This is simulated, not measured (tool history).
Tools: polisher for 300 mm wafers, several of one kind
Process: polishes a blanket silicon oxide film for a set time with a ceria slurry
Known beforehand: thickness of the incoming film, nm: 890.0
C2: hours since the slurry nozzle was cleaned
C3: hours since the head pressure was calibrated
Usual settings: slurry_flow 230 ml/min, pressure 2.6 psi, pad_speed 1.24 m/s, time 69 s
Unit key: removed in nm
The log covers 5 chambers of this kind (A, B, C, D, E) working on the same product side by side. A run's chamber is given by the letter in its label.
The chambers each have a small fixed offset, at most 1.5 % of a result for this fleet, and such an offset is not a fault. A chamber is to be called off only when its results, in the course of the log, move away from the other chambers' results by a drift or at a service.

Run 1C, hour 7.3: usual settings; wafers polished on this pad 1129; C2 77.3; C3 306.6. Result: removed 362.57 nm.
Run 2A, hour 11.4: usual settings; wafers polished on this pad 224; C2 752.3; C3 272.8. Result: removed 359.52 nm.
At hour 12.1: chamber B: worn pad replaced by a new one.
Run 3D, hour 15.8: usual settings; wafers polished on this pad 655; C2 366.8; C3 543.3. Result: removed 361.71 nm.
At hour 18.3: chamber C: worn pad replaced by a new one.
Run 4E, hour 24.2: usual settings; wafers polished on this pad 926; C2 189.5; C3 519.2. Result: removed 350.80 nm.
Run 5B, hour 30.9: usual settings; wafers polished on this pad 257; C2 37.2; C3 328.5. Result: removed 357.14 nm.
Run 6E, hour 37.5: usual settings; wafers polished on this pad 1108; C2 202.8; C3 532.5. Result: removed 353.79 nm.
Run 7A, hour 41.9: usual settings; wafers polished on this pad 640; C2 782.8; C3 303.3. Result: removed 353.28 nm.
At hour 42.9: chamber E: worn pad replaced by a new one.
Run 8D, hour 46.7: usual settings but pressure 3.3 psi; wafers polished on this pad 1076; C2 397.7; C3 574.2. Result: removed 447.41 nm.
Run 9B, hour 53.9: usual settings but pressure 3.3 psi; wafers polished on this pad 571; C2 60.2; C3 351.5. Result: removed 443.86 nm.
At hour 57.3: chamber A: worn pad replaced by a new one.
Run 10C, hour 59.6: usual settings but pressure 3.3 psi; wafers polished on this pad 564; C2 129.6; C3 358.9. Result: removed 459.56 nm.
Run 11A, hour 64.1: usual settings but pressure 3.3 psi; wafers polished on this pad 92; C2 805.0; C3 325.5. Result: removed 451.67 nm.
Run 12B, hour 69.3: usual settings but pressure 3.3 psi; wafers polished on this pad 781; C2 75.6; C3 366.9. Result: removed 458.58 nm.
At hour 70.4: chamber B: worn pad replaced by a new one.
At hour 72.7: chamber A: slurry nozzle cleaned.
Run 13D, hour 74.3: usual settings; wafers polished on this pad 1453; C2 425.3; C3 601.8. Result: removed 360.92 nm.
Run 14E, hour 78.3: usual settings; wafers polished on this pad 484; C2 243.6; C3 573.3. Result: removed 346.14 nm.
At hour 81.6: chamber B: head pressure recalibrated.
Run 15C, hour 84.7: usual settings; wafers polished on this pad 907; C2 154.7; C3 384.0. Result: removed 360.69 nm.
Run 16E, hour 91.4: usual settings; wafers polished on this pad 663; C2 256.7; C3 586.4. Result: removed 357.36 nm.
Run 17A, hour 100.1: usual settings; wafers polished on this pad 584; C2 27.5; C3 361.5. Result: removed 353.96 nm.
Run 18B, hour 106.7: usual settings but pressure 1.9 psi; wafers polished on this pad 495; C2 113.0; C3 25.2. Result: removed 263.20 nm.
At hour 111.0: chamber C: worn pad replaced by a new one.
Run 19D, hour 115.1: usual settings but pressure 1.9 psi; wafers polished on this pad 2010; C2 466.1; C3 642.6. Result: removed 253.24 nm.
At hour 117.2: chamber A: worn pad replaced by a new one.
Run 20C, hour 122.2: usual settings but pressure 1.9 psi; wafers polished on this pad 153; C2 192.2; C3 421.5. Result: removed 263.73 nm.
Run 21B, hour 127.8: usual settings but pressure 1.9 psi; wafers polished on this pad 783; C2 134.1; C3 46.3. Result: removed 263.45 nm.
At hour 129.9: chamber E: worn pad replaced by a new one.
Run 22D, hour 135.7: usual settings but pressure 1.9 psi; wafers polished on this pad 2292; C2 486.7; C3 663.2. Result: removed 253.44 nm.
At hour 142.4: chamber B: worn pad replaced by a new one.
Run 23E, hour 143.4: usual settings; wafers polished on this pad 184; C2 308.7; C3 638.4. Result: removed 354.54 nm.
Run 24A, hour 148.2: usual settings; wafers polished on this pad 424; C2 75.6; C3 409.6. Result: removed 355.12 nm.
Run 25C, hour 155.1: usual settings; wafers polished on this pad 602; C2 225.1; C3 454.4. Result: removed 360.38 nm.
Run 26E, hour 160.3: usual settings; wafers polished on this pad 415; C2 325.6; C3 655.3. Result: removed 362.51 nm.
Run 27B, hour 166.4: usual settings; wafers polished on this pad 327; C2 172.7; C3 84.9. Result: removed 353.26 nm.
Run 28C, hour 170.5: usual settings; wafers polished on this pad 812; C2 240.5; C3 469.8. Result: removed 357.79 nm.
Run 29A, hour 174.7: usual settings; wafers polished on this pad 786; C2 102.1; C3 436.1. Result: removed 353.07 nm.
At hour 179.8: chamber A: worn pad replaced by a new one.
Run 30D, hour 182.9: usual settings; wafers polished on this pad 2936; C2 533.9; C3 710.4. Result: removed 333.93 nm.
At hour 184.0: chamber C: worn pad replaced by a new one.
Run 31D, hour 191.3: usual settings; wafers polished on this pad 3051; C2 542.3; C3 718.8. Result: removed 337.20 nm.
At hour 195.5: chamber E: slurry nozzle cleaned.
Run 32B, hour 198.1: usual settings; wafers polished on this pad 760; C2 204.4; C3 116.6. Result: removed 357.19 nm.
Run 33C, hour 206.4: usual settings; wafers polished on this pad 307; C2 276.4; C3 505.7. Result: removed 356.31 nm.
At hour 207.2: chamber E: worn pad replaced by a new one.
Run 34E, hour 213.2: usual settings but pad_speed 1.62 m/s, time 51 s; wafers polished on this pad 82; C2 17.7; C3 708.2. Result: removed 341.47 nm.
At hour 219.3: chamber A: head pressure recalibrated.
Run 35A, hour 220.2: usual settings but pad_speed 1.62 m/s, time 51 s; wafers polished on this pad 551; C2 147.6; C3 1.0. Result: removed 346.36 nm.
Run 36E, hour 224.5: usual settings but pad_speed 1.62 m/s, time 51 s; wafers polished on this pad 237; C2 29.0; C3 719.5. Result: removed 342.01 nm.

Does one chamber stand apart from the rest, does the shared gauge drift, or is all well apart from small per-chamber offsets? Give the chamber and the most likely cause, where there is one.

Little by little, chamber D moves away from the other chambers.
Likeliest cause: removal rate lost through wear of the pad, % = 7.29.
The log may not tell that from: slurry flow missing at the pad, %; head's pressure below its setpoint, %.

Below are 4 candidate recipes for chamber D's next run, each the usual settings with a change, their results shown as question marks. Which of them brings D's results back in line with what the other chambers give on the usual settings?
Maximum distance from the other chambers' mean on the usual settings for a result to count as in line: removed 15.00 nm
Run 37D-1, hour 230.7: usual settings but pressure 2.7 psi, pad_speed 1.26 m/s, time 71 s. Result: removed ?.
Run 37D-2, hour 230.7: usual settings but pad_speed 1.42 m/s. Result: removed ?.
Run 37D-3, hour 230.7: usual settings but pad_speed 1.14 m/s, time 64 s. Result: removed ?.
Run 37D-4, hour 230.7: usual settings but pressure 2.4 psi. Result: removed ?.

What the other chambers average on the usual settings: removed 356.33 nm
  run  removed
37D-1   360.71
37D-2   380.08
37D-3   283.84
37D-4   307.28
It is 37D-1 that realigns the chamber with its peers.

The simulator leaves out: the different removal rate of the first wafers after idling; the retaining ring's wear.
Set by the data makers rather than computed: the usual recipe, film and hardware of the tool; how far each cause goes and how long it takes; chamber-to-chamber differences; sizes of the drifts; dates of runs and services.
